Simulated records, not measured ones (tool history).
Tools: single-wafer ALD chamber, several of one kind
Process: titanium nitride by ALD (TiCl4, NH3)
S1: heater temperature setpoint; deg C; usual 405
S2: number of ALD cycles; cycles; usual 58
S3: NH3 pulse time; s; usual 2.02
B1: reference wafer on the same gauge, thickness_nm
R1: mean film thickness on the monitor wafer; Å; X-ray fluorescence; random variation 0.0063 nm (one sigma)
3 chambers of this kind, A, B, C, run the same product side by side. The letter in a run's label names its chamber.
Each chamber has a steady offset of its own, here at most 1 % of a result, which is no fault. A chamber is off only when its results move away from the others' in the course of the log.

At hour 4.4: chamber C: thermocouple changed; heater temperature recalibrated.
Run 1C, hour 6.6: usual settings; B1 1.3797. Result: R1 12.788 Å.
Run 2A, hour 12: usual settings; B1 1.3815. Result: R1 12.691 Å.
Run 3B, hour 21: usual settings; B1 1.3795. Result: R1 12.773 Å.
Run 4B, hour 29.7: usual settings; B1 1.3787. Result: R1 12.905 Å.
At hour 31.6: chamber A: thermocouple changed; heater temperature recalibrated.
Run 5C, hour 35.3: usual settings; B1 1.3808. Result: R1 12.92 Å.
Run 6A, hour 44.7: usual settings; B1 1.3789. Result: R1 12.774 Å.
Run 7A, hour 52.8: usual settings; B1 1.3801. Result: R1 12.854 Å.
Run 8C, hour 59.7: usual settings; B1 1.3788. Result: R1 13.008 Å.
Run 9B, hour 68: usual settings; B1 1.3812. Result: R1 12.816 Å.
Run 10C, hour 72.5: usual settings; B1 1.3795. Result: R1 12.973 Å.
Run 11A, hour 81.5: usual settings; B1 1.3793. Result: R1 12.656 Å.
Run 12B, hour 90.9: usual settings; B1 1.3814. Result: R1 12.909 Å.
Run 13B, hour 100.2: usual settings; B1 1.3813. Result: R1 12.81 Å.
Run 14C, hour 105.6: usual settings; B1 1.3787. Result: R1 12.952 Å.
Run 15A, hour 114.7: usual settings; B1 1.3806. Result: R1 12.758 Å.
Run 16C, hour 120.5: usual settings; B1 1.3822. Result: R1 13.007 Å.
Run 17A, hour 124.8: usual settings; B1 1.382. Result: R1 12.742 Å.
Run 18B, hour 134.2: usual settings; B1 1.3798. Result: R1 12.823 Å.
Run 19C, hour 140.2: usual settings; B1 1.3806. Result: R1 12.997 Å.
Run 20B, hour 144.7: usual settings but S1 390 deg C; B1 1.3801. Result: R1 12.821 Å.
Run 21A, hour 153.5: usual settings but S1 390 deg C; B1 1.3797. Result: R1 12.64 Å.
Run 22B, hour 162.4: usual settings but S1 390 deg C; B1 1.3796. Result: R1 12.681 Å.
Run 23C, hour 171.9: usual settings; B1 1.3796. Result: R1 12.899 Å.
Run 24A, hour 180.2: usual settings but S2 65 cycles, S3 2.41 s; B1 1.3787. Result: R1 14.309 Å.
Run 25C, hour 189.2: usual settings but S2 65 cycles, S3 2.41 s; B1 1.3793. Result: R1 14.446 Å.
Run 26A, hour 193.9: usual settings but S2 65 cycles, S3 2.41 s; B1 1.3807. Result: R1 14.418 Å.
Run 27B, hour 201.1: usual settings; B1 1.3814. Result: R1 12.97 Å.
Run 28C, hour 209.9: usual settings; B1 1.3809. Result: R1 12.834 Å.
Run 29B, hour 216.6: usual settings but S1 398 deg C, S2 48 cycles; B1 1.38. Result: R1 10.672 Å.
Run 30A, hour 223.8: usual settings but S1 398 deg C, S2 48 cycles; B1 1.3801. Result: R1 10.417 Å.
Run 31B, hour 229.4: usual settings but S1 398 deg C, S2 48 cycles; B1 1.3803. Result: R1 10.484 Å.
Run 32C, hour 236.3: usual settings; B1 1.3805. Result: R1 13.027 Å.
Run 33A, hour 240.7: usual settings; B1 1.3804. Result: R1 12.799 Å.

Is one chamber off against the others, does the gauge drift, or is nothing wrong? If a chamber is off, say which, and what the likeliest cause is.

No chamber stands off beyond its own small offset, and the gauge holds steady.
